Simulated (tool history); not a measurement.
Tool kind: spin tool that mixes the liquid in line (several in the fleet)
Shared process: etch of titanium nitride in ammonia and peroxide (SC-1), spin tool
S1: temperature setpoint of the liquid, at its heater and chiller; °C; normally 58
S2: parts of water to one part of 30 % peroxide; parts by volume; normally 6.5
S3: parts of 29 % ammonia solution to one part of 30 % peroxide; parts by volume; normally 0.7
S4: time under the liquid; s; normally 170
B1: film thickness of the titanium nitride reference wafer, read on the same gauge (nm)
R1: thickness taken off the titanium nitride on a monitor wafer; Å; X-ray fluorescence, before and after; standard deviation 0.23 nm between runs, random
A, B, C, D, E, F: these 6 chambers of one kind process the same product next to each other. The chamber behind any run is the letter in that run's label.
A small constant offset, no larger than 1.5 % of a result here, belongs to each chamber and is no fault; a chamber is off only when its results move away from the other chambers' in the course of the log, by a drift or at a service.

| run | hour | S1 | S2 | S3 | S4 | B1 | R1 |
|---|---|---|---|---|---|---|---|
| 1C | 2.4 | 58 | 6.5 | 0.7 | 170 | 139.99 | 314.97 |
| 2A | 4.8 | 58 | 6.5 | 0.7 | 170 | 139.98 | 318.41 |
| 3E | 8.7 | 58 | 6.5 | 0.7 | 170 | 139.99 | 323.61 |
| 4F | 13.0 | 58 | 6.5 | 0.7 | 170 | 140.00 | 315.58 |
| 5D | 15.9 | 58 | 6.5 | 0.7 | 170 | 140.01 | 322.34 |
| 6B | 18.9 | 58 | 6.5 | 0.7 | 170 | 140.00 | 314.95 |
|  | 22.3 | chamber D: ammonia flow meter replaced |
| 7D | 22.3 | 58 | 6.5 | 0.7 | 170 | 139.98 | 318.38 |
| 8F | 25.3 | 58 | 6.5 | 0.7 | 170 | 140.02 | 311.24 |
| 9A | 28.2 | 58 | 6.5 | 0.7 | 170 | 140.00 | 323.59 |
| 10C | 32.3 | 58 | 6.5 | 0.7 | 170 | 139.97 | 315.00 |
| 11E | 36.6 | 58 | 6.5 | 0.7 | 170 | 139.97 | 323.00 |
| 12B | 39.2 | 58 | 6.5 | 0.7 | 170 | 139.98 | 315.75 |
| 13A | 42.1 | 58 | 6.5 | 0.7 | 170 | 140.00 | 320.85 |
| 14E | 44.5 | 58 | 6.5 | 0.7 | 170 | 140.02 | 320.80 |
| 15F | 48.4 | 58 | 6.5 | 0.7 | 170 | 140.01 | 312.69 |
| 16C | 52.5 | 49 | 6.5 | 0.7 | 205 | 140.02 | 205.76 |
| 17D | 56.3 | 49 | 6.5 | 0.7 | 205 | 139.98 | 207.86 |
| 18B | 59.7 | 49 | 6.5 | 0.7 | 205 | 139.99 | 207.45 |
| 19F | 62.5 | 49 | 6.5 | 0.7 | 205 | 140.01 | 202.26 |
| 20E | 66.6 | 49 | 6.5 | 0.7 | 205 | 140.01 | 211.48 |
| 21C | 69.0 | 49 | 6.5 | 0.7 | 205 | 139.99 | 205.87 |
| 22A | 71.0 | 58 | 6.5 | 0.7 | 170 | 139.97 | 318.61 |
|  | 71.6 | chamber A: heated supply line repaired |
| 23B | 73.8 | 58 | 6.5 | 0.7 | 170 | 140.01 | 309.27 |
| 24D | 78.3 | 58 | 7.5 | 0.9 | 170 | 140.01 | 313.89 |
| 25B | 80.5 | 58 | 7.5 | 0.9 | 170 | 139.99 | 301.07 |
| 26C | 83.2 | 58 | 7.5 | 0.9 | 170 | 140.01 | 308.48 |
|  | 85.2 | chamber E: thermometer replaced |
| 27F | 85.5 | 58 | 7.5 | 0.9 | 170 | 139.99 | 301.48 |
| 28A | 88.1 | 58 | 7.5 | 0.9 | 170 | 140.01 | 311.81 |
| 29E | 90.6 | 58 | 7.5 | 0.9 | 170 | 139.98 | 314.06 |
| 30D | 94.6 | 55 | 6.5 | 0.7 | 170 | 140.05 | 259.03 |
| 31B | 96.7 | 55 | 6.5 | 0.7 | 170 | 140.02 | 255.76 |
| 32D | 100.8 | 55 | 6.5 | 0.7 | 170 | 139.99 | 260.61 |
| 33E | 102.9 | 55 | 6.5 | 0.7 | 170 | 140.00 | 265.89 |
| 34A | 106.1 | 55 | 6.5 | 0.7 | 170 | 140.01 | 262.78 |
| 35C | 108.9 | 55 | 6.5 | 0.7 | 170 | 140.00 | 260.42 |
| 36F | 113.4 | 58 | 6.5 | 0.7 | 170 | 139.98 | 314.14 |
| 37C | 116.4 | 58 | 6.5 | 0.7 | 170 | 140.02 | 314.76 |

Does one chamber stand apart from the rest, does the shared gauge drift, or is all well apart from small per-chamber offsets? Give the chamber and the most likely cause, where there is one.

The fleet is healthy, with each chamber sitting at its usual small offset and no drift in the gauge.
